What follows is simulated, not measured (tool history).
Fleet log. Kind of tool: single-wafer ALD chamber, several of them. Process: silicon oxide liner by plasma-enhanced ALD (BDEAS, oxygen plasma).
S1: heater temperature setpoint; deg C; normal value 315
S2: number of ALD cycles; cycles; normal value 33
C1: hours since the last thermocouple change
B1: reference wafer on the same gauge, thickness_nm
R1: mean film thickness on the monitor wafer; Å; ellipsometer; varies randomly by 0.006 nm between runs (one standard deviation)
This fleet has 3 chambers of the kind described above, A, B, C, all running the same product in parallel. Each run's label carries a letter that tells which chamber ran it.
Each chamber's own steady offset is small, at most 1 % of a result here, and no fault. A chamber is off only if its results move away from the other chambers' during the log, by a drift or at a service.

run    day   S1  S2      C1      B1      R1
 1C  0.250  315  33   402.4  2.9390  29.820
 2B  0.488  315  33   129.4  2.9401  30.043
 3A  0.850  315  33  1043.9  2.9401  30.094
 4B  1.058  315  33   143.1  2.9383  30.147
 5C  1.433  315  33   430.8  2.9401  29.887
 6A  1.683  315  33  1063.9  2.9396  30.117
 7A  2.008  315  33  1071.7  2.9410  30.120
 8C  2.179  315  33   448.7  2.9404  29.987
 9B  2.546  315  33   178.8  2.9402  30.107
10C  2.888  315  33   465.7  2.9393  29.791
11A  3.242  315  33  1101.3  2.9399  30.056
12B  3.592  315  33   203.9  2.9394  30.041
13B  3.792  315  33   208.7  2.9404  30.132
14A  4.025  315  33  1120.1  2.9393  30.120
15C  4.392  315  33   501.8  2.9409  29.988
16B  4.604  315  33   228.2  2.9395  30.155
17A  4.821  315  33  1139.2  2.9412  30.053
18C  5.075  315  33   518.2  2.9388  29.942
19B  5.388  315  33   247.0  2.9387  30.196
20C  5.650  322  36   532.0  2.9407  32.329
21A  6.029  322  36  1168.2  2.9396  32.524
22A  6.367  322  36  1176.3  2.9388  32.437
23C  6.538  308  29   553.3  2.9402  26.599

Next, all 3 chambers run the settings below, one line each with question marks for the results. What does each chamber give?
24A  6.808  321  33           ?
24B  6.808  321  33           ?
24C  6.808  321  33           ?

run      R1
24A  29.807
24B  29.790
24C  29.561

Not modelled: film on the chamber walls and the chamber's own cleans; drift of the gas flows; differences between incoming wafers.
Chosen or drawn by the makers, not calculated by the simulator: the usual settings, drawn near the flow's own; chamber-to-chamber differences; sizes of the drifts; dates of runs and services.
